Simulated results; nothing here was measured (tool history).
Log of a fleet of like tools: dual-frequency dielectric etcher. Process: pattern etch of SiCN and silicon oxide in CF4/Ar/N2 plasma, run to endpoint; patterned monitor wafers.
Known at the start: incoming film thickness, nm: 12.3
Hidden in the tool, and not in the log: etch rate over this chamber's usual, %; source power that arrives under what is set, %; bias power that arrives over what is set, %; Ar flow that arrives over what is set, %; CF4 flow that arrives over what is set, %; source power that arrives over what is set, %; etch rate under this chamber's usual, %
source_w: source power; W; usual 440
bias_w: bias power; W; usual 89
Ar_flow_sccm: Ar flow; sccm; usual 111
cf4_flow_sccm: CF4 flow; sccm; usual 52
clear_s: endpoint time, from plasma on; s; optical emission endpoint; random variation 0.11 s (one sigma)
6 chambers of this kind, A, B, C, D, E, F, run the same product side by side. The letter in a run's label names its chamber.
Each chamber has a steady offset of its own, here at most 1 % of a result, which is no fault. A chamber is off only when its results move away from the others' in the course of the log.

| run | hour | source_w | bias_w | Ar_flow_sccm | cf4_flow_sccm | hours since the last wet clean | hours since the last source power generator calibration | hours since the last bias power generator calibration | hours since the last Ar flow controller change | hours since the last CF4 flow controller change | clear_s |
|---|---|---|---|---|---|---|---|---|---|---|---|
|  | 9.2 | chamber D: wet clean of the chamber |
| 1A | 15.7 | 440 | 89 | 111 | 52 | 316.6 | 2000.0 | 1347.6 | 2690.0 | 1284.8 | 14.300 |
| 2B | 26.1 | 440 | 89 | 111 | 52 | 158.0 | 1302.1 | 583.3 | 510.7 | 838.5 | 14.473 |
| 3E | 38.8 | 440 | 89 | 111 | 52 | 277.2 | 930.6 | 1663.6 | 2522.6 | 1047.8 | 14.549 |
| 4D | 48.5 | 440 | 89 | 111 | 52 | 39.3 | 939.6 | 2653.4 | 1443.7 | 1052.7 | 14.482 |
| 5F | 58.0 | 440 | 89 | 111 | 52 | 557.4 | 1949.0 | 1174.9 | 1634.9 | 1259.7 | 14.367 |
| 6C | 65.1 | 440 | 89 | 111 | 52 | 82.0 | 1269.1 | 2610.1 | 74.2 | 86.1 | 14.495 |
|  | 72.5 | chamber F: wet clean of the chamber |
| 7A | 79.4 | 440 | 89 | 111 | 52 | 380.3 | 2063.7 | 1411.3 | 2753.7 | 1348.5 | 14.372 |
| 8C | 87.2 | 440 | 89 | 111 | 52 | 104.1 | 1291.2 | 2632.2 | 96.3 | 108.2 | 14.418 |
| 9B | 102.7 | 440 | 89 | 111 | 52 | 234.6 | 1378.7 | 659.9 | 587.3 | 915.1 | 14.671 |
| 10E | 118.9 | 440 | 89 | 111 | 52 | 357.3 | 1010.7 | 1743.7 | 2602.7 | 1127.9 | 14.348 |
| 11F | 129.4 | 440 | 89 | 111 | 52 | 56.9 | 2020.4 | 1246.3 | 1706.3 | 1331.1 | 14.526 |
|  | 130.6 | chamber E: wet clean of the chamber |
| 12D | 143.4 | 440 | 89 | 111 | 52 | 134.2 | 1034.5 | 2748.3 | 1538.6 | 1147.6 | 14.811 |
|  | 146.5 | chamber A: CF4 flow controller replaced |
| 13F | 157.3 | 440 | 89 | 111 | 52 | 84.8 | 2048.3 | 1274.2 | 1734.2 | 1359.0 | 14.330 |
| 14B | 169.1 | 440 | 89 | 111 | 52 | 301.0 | 1445.1 | 726.3 | 653.7 | 981.5 | 14.535 |
| 15E | 177.9 | 440 | 89 | 111 | 52 | 47.3 | 1069.7 | 1802.7 | 2661.7 | 1186.9 | 14.609 |
| 16D | 187.9 | 440 | 89 | 111 | 52 | 178.7 | 1079.0 | 2792.8 | 1583.1 | 1192.1 | 14.620 |
| 17A | 195.6 | 440 | 89 | 111 | 52 | 496.5 | 2179.9 | 1527.5 | 2869.9 | 49.1 | 14.337 |
| 18C | 204.0 | 440 | 89 | 111 | 52 | 220.9 | 1408.0 | 2749.0 | 213.1 | 225.0 | 14.351 |
|  | 209.3 | chamber E: bias power generator calibrated |
| 19D | 218.3 | 440 | 89 | 111 | 52 | 209.1 | 1109.4 | 2823.2 | 1613.5 | 1222.5 | 14.403 |
|  | 225.4 | chamber A: wet clean of the chamber |
| 20C | 232.0 | 530 | 89 | 111 | 52 | 248.9 | 1436.0 | 2777.0 | 241.1 | 253.0 | 12.281 |
| 21F | 247.4 | 530 | 89 | 111 | 52 | 174.9 | 2138.4 | 1364.3 | 1824.3 | 1449.1 | 12.321 |
| 22E | 258.6 | 530 | 89 | 111 | 52 | 128.0 | 1150.4 | 49.3 | 2742.4 | 1267.6 | 12.317 |
| 23A | 272.4 | 530 | 89 | 111 | 52 | 47.0 | 2256.7 | 1604.3 | 2946.7 | 125.9 | 12.082 |
| 24B | 287.7 | 530 | 89 | 111 | 52 | 419.6 | 1563.7 | 844.9 | 772.3 | 1100.1 | 12.221 |
| 25F | 300.3 | 530 | 89 | 111 | 52 | 227.8 | 2191.3 | 1417.2 | 1877.2 | 1502.0 | 12.297 |
| 26A | 310.4 | 330 | 89 | 111 | 52 | 85.0 | 2294.7 | 1642.3 | 2984.7 | 163.9 | 18.495 |
| 27B | 318.7 | 330 | 89 | 111 | 52 | 450.6 | 1594.7 | 875.9 | 803.3 | 1131.1 | 18.712 |
|  | 324.1 | chamber F: CF4 flow controller replaced |
| 28D | 332.7 | 330 | 89 | 111 | 52 | 323.5 | 1223.8 | 2937.6 | 1727.9 | 1336.9 | 18.513 |
| 29E | 347.1 | 330 | 89 | 111 | 52 | 216.5 | 1238.9 | 137.8 | 2830.9 | 1356.1 | 18.220 |
| 30C | 356.7 | 330 | 89 | 111 | 52 | 373.6 | 1560.7 | 2901.7 | 365.8 | 377.7 | 18.174 |
| 31E | 365.9 | 330 | 89 | 111 | 52 | 235.3 | 1257.7 | 156.6 | 2849.7 | 1374.9 | 18.570 |
|  | 370.4 | chamber B: wet clean of the chamber |
| 32F | 382.0 | 440 | 89 | 111 | 52 | 309.5 | 2273.0 | 1498.9 | 1958.9 | 57.9 | 14.421 |
| 33D | 389.8 | 440 | 89 | 111 | 52 | 380.6 | 1280.9 | 2994.7 | 1785.0 | 1394.0 | 14.705 |
| 34B | 401.4 | 440 | 89 | 111 | 52 | 31.1 | 1677.4 | 958.6 | 886.0 | 1213.8 | 14.343 |
| 35C | 414.7 | 440 | 89 | 111 | 52 | 431.6 | 1618.7 | 2959.7 | 423.8 | 435.7 | 14.383 |
| 36A | 423.6 | 440 | 89 | 111 | 52 | 198.2 | 2407.9 | 1755.5 | 3097.9 | 277.1 | 14.207 |
| 37A | 432.7 | 440 | 89 | 111 | 52 | 207.3 | 2417.0 | 1764.6 | 3107.0 | 286.2 | 14.334 |

Next, every chamber runs the same settings. What will each give?
| 38A | 444.4 | 440 | 89 | 111 | 47 |  |  |  |  |  | ? |
| 38B | 444.4 | 440 | 89 | 111 | 47 |  |  |  |  |  | ? |
| 38C | 444.4 | 440 | 89 | 111 | 47 |  |  |  |  |  | ? |
| 38D | 444.4 | 440 | 89 | 111 | 47 |  |  |  |  |  | ? |
| 38E | 444.4 | 440 | 89 | 111 | 47 |  |  |  |  |  | ? |
| 38F | 444.4 | 440 | 89 | 111 | 47 |  |  |  |  |  | ? |

| run | clear_s |
|---|---|
| 38A | 14.445 |
| 38B | 14.862 |
| 38C | 14.609 |
| 38D | 14.654 |
| 38E | 14.724 |
| 38F | 14.679 |

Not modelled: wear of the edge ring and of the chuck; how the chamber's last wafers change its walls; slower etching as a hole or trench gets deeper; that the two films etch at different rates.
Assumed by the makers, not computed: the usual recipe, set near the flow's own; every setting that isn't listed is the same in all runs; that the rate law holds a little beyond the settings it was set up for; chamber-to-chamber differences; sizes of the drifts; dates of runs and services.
